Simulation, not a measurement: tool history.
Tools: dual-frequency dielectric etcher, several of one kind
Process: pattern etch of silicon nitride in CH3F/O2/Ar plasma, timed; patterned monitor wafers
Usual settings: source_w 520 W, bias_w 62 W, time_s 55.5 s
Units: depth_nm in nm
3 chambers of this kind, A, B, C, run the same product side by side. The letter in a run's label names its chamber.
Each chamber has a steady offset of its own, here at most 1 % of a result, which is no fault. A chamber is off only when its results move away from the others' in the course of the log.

| run | hour | source_w | bias_w | time_s | hours since the last wet clean | hours since the last source power generator calibration | hours since the last bias power generator calibration | read-back reference wafer on the same gauge, depth_nm | depth_nm |
|---|---|---|---|---|---|---|---|---|---|
| 1A | 2.9 | 520 | 62 | 55.5 | 130.5 | 2526.9 | 2108.1 | 42.398 | 40.694 |
| 2C | 8.2 | 520 | 62 | 55.5 | 349.8 | 259.9 | 959 | 42.418 | 40.658 |
| 3B | 11.8 | 520 | 62 | 55.5 | 367.5 | 446.2 | 1078 | 42.409 | 40.639 |
| 4A | 15.6 | 520 | 62 | 55.5 | 143.2 | 2539.6 | 2120.8 | 42.425 | 40.756 |
| 5C | 20.8 | 520 | 62 | 55.5 | 362.4 | 272.5 | 971.6 | 42.417 | 40.736 |
| 6B | 26.6 | 520 | 62 | 55.5 | 382.3 | 461 | 1092.8 | 42.424 | 40.688 |
|  | 29.6 | chamber B: wet clean of the chamber |
| 7A | 31.5 | 520 | 62 | 55.5 | 159.1 | 2555.5 | 2136.7 | 42.461 | 40.792 |
| 8C | 36.5 | 520 | 62 | 55.5 | 378.1 | 288.2 | 987.3 | 42.466 | 40.672 |
| 9B | 41.7 | 520 | 62 | 55.5 | 12.2 | 476.1 | 1107.9 | 42.453 | 40.719 |
| 10B | 45.6 | 520 | 62 | 70.5 | 16.1 | 480 | 1111.8 | 42.462 | 51.798 |
|  | 48.8 | chamber C: wet clean of the chamber |
| 11A | 50.3 | 520 | 62 | 70.5 | 177.9 | 2574.3 | 2155.5 | 42.479 | 51.797 |
| 12C | 55.5 | 520 | 62 | 70.5 | 6.7 | 307.2 | 1006.3 | 42.483 | 51.692 |
| 13B | 59.8 | 520 | 62 | 55.5 | 30.3 | 494.2 | 1126 | 42.485 | 40.821 |
| 14A | 62.5 | 620 | 62 | 55.5 | 190.1 | 2586.5 | 2167.7 | 42.488 | 43.625 |
| 15C | 66.8 | 620 | 62 | 55.5 | 18 | 318.5 | 1017.6 | 42.496 | 43.527 |
| 16A | 71.1 | 620 | 62 | 55.5 | 198.7 | 2595.1 | 2176.3 | 42.507 | 43.516 |
| 17B | 77.1 | 520 | 62 | 55.5 | 47.6 | 511.5 | 1143.3 | 42.509 | 40.805 |
| 18C | 82.1 | 520 | 62 | 55.5 | 33.3 | 333.8 | 1032.9 | 42.527 | 40.832 |
| 19B | 86.8 | 520 | 62 | 55.5 | 57.3 | 521.2 | 1153 | 42.542 | 40.853 |
| 20A | 89.8 | 520 | 62 | 55.5 | 217.4 | 2613.8 | 2195 | 42.528 | 40.9 |
| 21C | 94.3 | 520 | 62 | 60.5 | 45.5 | 346 | 1045.1 | 42.534 | 44.567 |
| 22B | 97.2 | 520 | 62 | 60.5 | 67.7 | 531.6 | 1163.4 | 42.527 | 44.388 |
| 23A | 101.5 | 520 | 62 | 60.5 | 229.1 | 2625.5 | 2206.7 | 42.551 | 44.511 |
| 24C | 106.9 | 520 | 62 | 55.5 | 58.1 | 358.6 | 1057.7 | 42.544 | 40.791 |
| 25A | 110.8 | 520 | 62 | 55.5 | 238.4 | 2634.8 | 2216 | 42.545 | 40.88 |
| 26C | 115.3 | 520 | 62 | 55.5 | 66.5 | 367 | 1066.1 | 42.56 | 40.829 |
| 27B | 118.7 | 520 | 62 | 55.5 | 89.2 | 553.1 | 1184.9 | 42.568 | 40.859 |
| 28A | 124.3 | 520 | 62 | 55.5 | 251.9 | 2648.3 | 2229.5 | 42.58 | 40.912 |
| 29C | 127 | 520 | 62 | 55.5 | 78.2 | 378.7 | 1077.8 | 42.575 | 40.798 |
| 30B | 132.2 | 520 | 62 | 55.5 | 102.7 | 566.6 | 1198.4 | 42.589 | 40.881 |
|  | 136.3 | chamber A: source power generator calibrated |
| 31A | 136.9 | 520 | 62 | 55.5 | 264.5 | 0.6 | 2242.1 | 42.591 | 40.849 |
| 32B | 142.1 | 640 | 62 | 55.5 | 112.6 | 576.5 | 1208.3 | 42.6 | 44.35 |
| 33C | 146.5 | 640 | 62 | 55.5 | 97.7 | 398.2 | 1097.3 | 42.61 | 44.299 |
| 34A | 151.3 | 640 | 62 | 55.5 | 278.9 | 15 | 2256.5 | 42.608 | 44.273 |
| 35B | 157 | 520 | 62 | 55.5 | 127.5 | 591.4 | 1223.2 | 42.62 | 40.964 |
| 36C | 162 | 520 | 62 | 55.5 | 113.2 | 413.7 | 1112.8 | 42.634 | 40.815 |
| 37C | 165.1 | 520 | 62 | 55.5 | 116.3 | 416.8 | 1115.9 | 42.645 | 40.793 |
| 38A | 168.9 | 520 | 62 | 55.5 | 296.5 | 32.6 | 2274.1 | 42.648 | 40.908 |

Next, every chamber runs the same settings. What will each give?
| 39A | 173.3 | 520 | 62 | 55.5 |  |  |  |  | ? |
| 39B | 173.3 | 520 | 62 | 55.5 |  |  |  |  | ? |
| 39C | 173.3 | 520 | 62 | 55.5 |  |  |  |  | ? |

| run | depth_nm |
|---|---|
| 39A | 40.962 |
| 39B | 41.069 |
| 39C | 40.871 |
